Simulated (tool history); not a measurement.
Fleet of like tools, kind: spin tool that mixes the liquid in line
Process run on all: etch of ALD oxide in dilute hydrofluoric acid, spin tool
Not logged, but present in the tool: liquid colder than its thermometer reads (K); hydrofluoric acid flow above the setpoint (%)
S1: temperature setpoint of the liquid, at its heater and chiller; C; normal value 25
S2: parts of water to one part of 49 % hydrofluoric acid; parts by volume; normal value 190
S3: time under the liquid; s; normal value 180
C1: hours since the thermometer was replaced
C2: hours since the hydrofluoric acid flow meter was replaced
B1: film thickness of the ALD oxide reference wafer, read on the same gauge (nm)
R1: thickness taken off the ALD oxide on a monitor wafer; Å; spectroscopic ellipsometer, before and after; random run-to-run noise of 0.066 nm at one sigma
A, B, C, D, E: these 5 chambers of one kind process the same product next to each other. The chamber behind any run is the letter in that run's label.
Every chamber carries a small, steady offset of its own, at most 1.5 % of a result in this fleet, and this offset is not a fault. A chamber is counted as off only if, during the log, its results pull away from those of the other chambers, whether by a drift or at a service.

run 1B hour=8.3 | S1=25 S2=190 S3=180 | C1=173 C2=169.1 | B1=80.002 | R1=106.86
run 2A hour=16.8 | S1=25 S2=190 S3=180 | C1=554.9 C2=727.1 | B1=80.012 | R1=106.4
run 3E hour=25.7 | S1=25 S2=190 S3=180 | C1=1580.6 C2=1626.9 | B1=79.998 | R1=106.27
run 4C hour=37 | S1=25 S2=190 S3=180 | C1=2929.3 C2=373.4 | B1=80.004 | R1=107.81
run 5D hour=46.1 | S1=25 S2=190 S3=180 | C1=1081 C2=408.4 | B1=80.021 | R1=105.48
run 6D hour=54.4 | S1=25 S2=190 S3=180 | C1=1089.3 C2=416.7 | B1=79.973 | R1=106.72
run 7B hour=61.1 | S1=25 S2=190 S3=180 | C1=225.8 C2=221.9 | B1=80.002 | R1=107.09
run 8A hour=72.6 | S1=25 S2=190 S3=180 | C1=610.7 C2=782.9 | B1=79.99 | R1=106.67
run 9E hour=79.9 | S1=25 S2=190 S3=180 | C1=1634.8 C2=1681.1 | B1=80.008 | R1=106.72
run 10C hour=85 | S1=28 S2=190 S3=180 | C1=2977.3 C2=421.4 | B1=80.001 | R1=120.14
run 11C hour=96.3 | S1=28 S2=190 S3=180 | C1=2988.6 C2=432.7 | B1=80.007 | R1=120.81
run 12E hour=105.8 | S1=28 S2=190 S3=180 | C1=1660.7 C2=1707 | B1=80.023 | R1=119.9
run 13B hour=117.3 | S1=28 S2=190 S3=180 | C1=282 C2=278.1 | B1=80.016 | R1=119.58
run 14A hour=122.9 | S1=28 S2=190 S3=180 | C1=661 C2=833.2 | B1=80.007 | R1=119.17
run 15D hour=131 | S1=25 S2=190 S3=180 | C1=1165.9 C2=493.3 | B1=80.022 | R1=106.28
-- hour=132.4 chamber A: thermometer replaced
run 16A hour=142 | S1=25 S2=190 S3=180 | C1=9.7 C2=852.3 | B1=80.005 | R1=106.1
run 17C hour=150.3 | S1=25 S2=190 S3=180 | C1=3042.6 C2=486.7 | B1=80.005 | R1=107.1
run 18B hour=160.8 | S1=25 S2=190 S3=180 | C1=325.5 C2=321.6 | B1=80.005 | R1=106.5
run 19D hour=166 | S1=25 S2=190 S3=180 | C1=1200.9 C2=528.3 | B1=79.962 | R1=108.26
-- hour=174.7 chamber C: thermometer replaced
run 20E hour=176.9 | S1=25 S2=190 S3=180 | C1=1731.8 C2=1778.1 | B1=79.989 | R1=107.06
run 21B hour=182.4 | S1=25 S2=190 S3=180 | C1=347.1 C2=343.2 | B1=80.001 | R1=106.93
run 22D hour=190.2 | S1=25 S2=190 S3=180 | C1=1225.1 C2=552.5 | B1=80.01 | R1=109.34
run 23A hour=196.1 | S1=25 S2=190 S3=180 | C1=63.8 C2=906.4 | B1=80.002 | R1=106.86
run 24E hour=204.5 | S1=25 S2=190 S3=180 | C1=1759.4 C2=1805.7 | B1=80 | R1=105.88
run 25C hour=216 | S1=25 S2=190 S3=180 | C1=41.4 C2=552.4 | B1=80.03 | R1=106.26
run 26E hour=224.2 | S1=29 S2=145 S3=180 | C1=1779.1 C2=1825.4 | B1=79.989 | R1=168.13
run 27B hour=234.1 | S1=29 S2=145 S3=180 | C1=398.8 C2=394.9 | B1=80.004 | R1=168.96
run 28D hour=245.8 | S1=29 S2=145 S3=180 | C1=1280.7 C2=608.1 | B1=80.043 | R1=174.6
run 29A hour=252.4 | S1=29 S2=145 S3=180 | C1=120.1 C2=962.7 | B1=80 | R1=169.76
run 30C hour=263.4 | S1=29 S2=145 S3=180 | C1=88.8 C2=599.8 | B1=80.008 | R1=169.6
run 31C hour=270.6 | S1=25 S2=190 S3=180 | C1=96 C2=607 | B1=80.019 | R1=108.02

Next, every chamber runs the same settings. What will each give?
run 32A hour=279 | S1=25 S2=190 S3=180 | R1=?
run 32B hour=279 | S1=25 S2=190 S3=180 | R1=?
run 32C hour=279 | S1=25 S2=190 S3=180 | R1=?
run 32D hour=279 | S1=25 S2=190 S3=180 | R1=?
run 32E hour=279 | S1=25 S2=190 S3=180 | R1=?

run=32A R1=107.55
run=32B R1=106.95
run=32C R1=107.99
run=32D R1=110.13
run=32E R1=106.98
